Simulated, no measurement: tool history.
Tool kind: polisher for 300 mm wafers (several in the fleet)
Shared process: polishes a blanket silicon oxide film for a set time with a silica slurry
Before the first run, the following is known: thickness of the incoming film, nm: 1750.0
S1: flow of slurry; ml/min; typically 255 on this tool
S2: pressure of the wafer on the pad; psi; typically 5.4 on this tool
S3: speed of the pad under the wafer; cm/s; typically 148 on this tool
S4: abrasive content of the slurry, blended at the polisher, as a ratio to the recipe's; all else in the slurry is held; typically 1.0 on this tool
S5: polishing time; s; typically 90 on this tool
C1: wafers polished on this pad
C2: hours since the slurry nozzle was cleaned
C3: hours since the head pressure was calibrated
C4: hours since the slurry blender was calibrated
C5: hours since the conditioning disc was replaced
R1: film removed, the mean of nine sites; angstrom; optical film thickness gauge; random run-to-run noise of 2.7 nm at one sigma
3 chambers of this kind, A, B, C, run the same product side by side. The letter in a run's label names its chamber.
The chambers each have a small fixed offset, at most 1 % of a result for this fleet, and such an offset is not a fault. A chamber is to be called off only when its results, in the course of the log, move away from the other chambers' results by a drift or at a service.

run	hour	S1	S2	S3	S4	S5	C1	C2	C3	C4	C5	R1
1C	8.4	255	5.4	148	1.0	90	770	238.9	247.9	39.5	145.3	4267.6
# hour 10.0: chamber A: conditioning disc replaced and pad reconditioned
2A	13.3	255	5.4	148	1.0	90	712	71.0	611.3	38.7	3.4	4259.2
3B	18.1	255	5.4	148	1.0	90	1038	611.4	84.6	137.7	149.2	4279.3
4B	25.9	255	5.4	148	1.0	90	1111	619.2	92.4	145.5	157.0	4263.7
# hour 27.4: chamber B: worn pad replaced by a new one
# hour 27.9: chamber C: worn pad replaced by a new one
5A	33.0	255	5.4	148	1.0	90	895	90.7	631.0	58.4	23.1	4252.4
6C	38.0	255	5.4	148	1.0	90	93	268.5	277.5	69.1	174.9	4270.5
7A	45.3	255	5.4	148	1.0	90	1009	103.0	643.3	70.7	35.4	4245.0
# hour 46.6: chamber A: worn pad replaced by a new one
8B	51.9	255	5.4	148	1.0	90	227	645.2	118.4	171.5	183.0	4193.7
# hour 52.6: chamber B: slurry blender recalibrated
9C	58.2	255	5.4	194	1.0	90	281	288.7	297.7	89.3	195.1	5247.2
10A	62.2	255	5.4	194	1.0	90	144	119.9	660.2	87.6	52.3	5285.9
11B	66.8	255	5.4	194	1.0	90	366	660.1	133.3	14.3	197.9	5230.4
12C	73.4	255	5.4	148	1.0	90	422	303.9	312.9	104.5	210.3	4189.0
13A	77.5	255	5.4	148	1.0	90	287	135.2	675.5	102.9	67.6	4242.2
# hour 81.2: chamber C: slurry blender recalibrated
14C	85.1	255	5.4	148	1.0	90	531	315.6	324.6	4.0	222.0	4231.7
15B	93.6	255	6.8	148	1.0	69	615	686.9	160.1	41.1	224.7	4116.5
16C	101.3	255	6.8	148	1.0	69	681	331.8	340.8	20.2	238.2	4031.1
17A	108.3	255	6.8	148	1.0	69	573	166.0	706.3	133.7	98.4	4061.6
18B	112.3	255	5.4	148	1.0	90	788	705.6	178.8	59.8	243.4	4274.3
19C	118.5	255	5.4	148	1.0	90	841	349.0	358.0	37.4	255.4	4274.8
20B	122.3	255	5.4	148	1.0	90	881	715.6	188.8	69.8	253.4	4239.7
# hour 127.7: chamber C: conditioning disc replaced and pad reconditioned
21A	128.2	255	5.4	148	1.0	90	757	185.9	726.2	153.6	118.3	4223.5
22C	131.9	255	5.4	148	1.0	90	965	362.4	371.4	50.8	4.2	4185.8
# hour 133.3: chamber B: worn pad replaced by a new one
# hour 135.6: chamber C: head pressure recalibrated
23B	136.9	255	5.4	148	1.0	90	34	730.2	203.4	84.4	268.0	4240.2
# hour 141.0: chamber A: head pressure recalibrated
24A	141.9	255	5.4	148	1.0	90	885	199.6	0.9	167.3	132.0	4229.1
25C	150.1	255	5.4	148	1.0	90	1135	380.6	14.6	69.0	22.4	4651.1
# hour 153.5: chamber C: worn pad replaced by a new one
26A	157.6	255	5.4	148	1.0	90	1030	215.3	16.6	183.0	147.7	4242.8
# hour 159.9: chamber A: worn pad replaced by a new one
27B	163.0	255	5.4	148	1.0	90	276	756.3	229.5	110.5	294.1	4228.9
28C	169.0	190	5.4	110	1.0	90	144	399.5	33.5	87.9	41.3	3495.2
29A	172.9	190	5.4	110	1.0	90	121	230.6	31.9	198.3	163.0	3217.6
30B	178.5	190	5.4	110	1.0	90	420	771.8	245.0	126.0	309.6	3237.3
# hour 180.9: chamber C: slurry nozzle cleaned
31B	182.6	255	5.4	148	1.0	90	458	775.9	249.1	130.1	313.7	4193.2
32A	186.6	255	5.4	148	1.0	90	248	244.3	45.6	212.0	176.7	4202.2
33C	192.4	255	5.4	148	1.0	90	362	11.6	56.9	111.3	64.7	4606.0
34A	196.8	255	5.4	148	1.0	90	343	254.5	55.8	222.2	186.9	4179.8
# hour 198.8: chamber B: slurry blender recalibrated
35B	201.8	255	5.4	148	1.0	90	637	795.1	268.3	3.1	332.9	4277.2
36C	208.0	255	5.4	148	1.0	90	506	27.2	72.5	126.9	80.3	4611.5
# hour 208.5: chamber B: slurry nozzle cleaned
# hour 208.8: chamber C: slurry blender recalibrated
37A	212.3	255	5.4	148	1.0	90	487	270.0	71.3	237.7	202.4	4176.6
38B	217.5	255	4.6	148	0.8	90	782	9.0	284.0	18.8	348.6	3254.3
39C	225.0	255	4.6	148	0.8	90	664	44.2	89.5	16.2	97.3	3569.8
40B	230.3	255	4.6	148	0.8	90	901	21.8	296.8	31.6	361.4	3242.6
41C	237.9	255	5.4	148	1.0	90	784	57.1	102.4	29.1	110.2	4635.8
42A	246.2	255	5.4	148	1.0	90	801	303.9	105.2	271.6	236.3	4191.8

Read the log: is a single chamber off, either drifting away or since a service, is the gauge that measures every chamber drifting, or is nothing wrong beyond small per-chamber offsets? Name any odd chamber and what most likely caused it.

A service left chamber C off against the others.
Most likely cause: head's pressure above its setpoint, % = 8.72.

Chamber C could run next with any of the 4 candidate recipes listed below; each alters the usual settings, and their results appear as question marks. Which one brings its results back in line with what the other chambers deliver on the usual settings?
In-line tolerance around the mean of the other chambers on the usual settings: R1 95.0 angstrom
43C-1	252.3	255	5.1	142	1.0	90						?
43C-2	252.3	255	5.5	148	1.0	91						?
43C-3	252.3	260	5.9	148	1.0	90						?
43C-4	252.3	255	5.3	148	1.0	89						?

What the other chambers average on the usual settings: R1 4241.0 angstrom
run	R1
43C-1	4203.2
43C-2	4730.5
43C-3	5024.9
43C-4	4460.4
The answer is 43C-1, which returns the chamber to within the allowed miss of the others.

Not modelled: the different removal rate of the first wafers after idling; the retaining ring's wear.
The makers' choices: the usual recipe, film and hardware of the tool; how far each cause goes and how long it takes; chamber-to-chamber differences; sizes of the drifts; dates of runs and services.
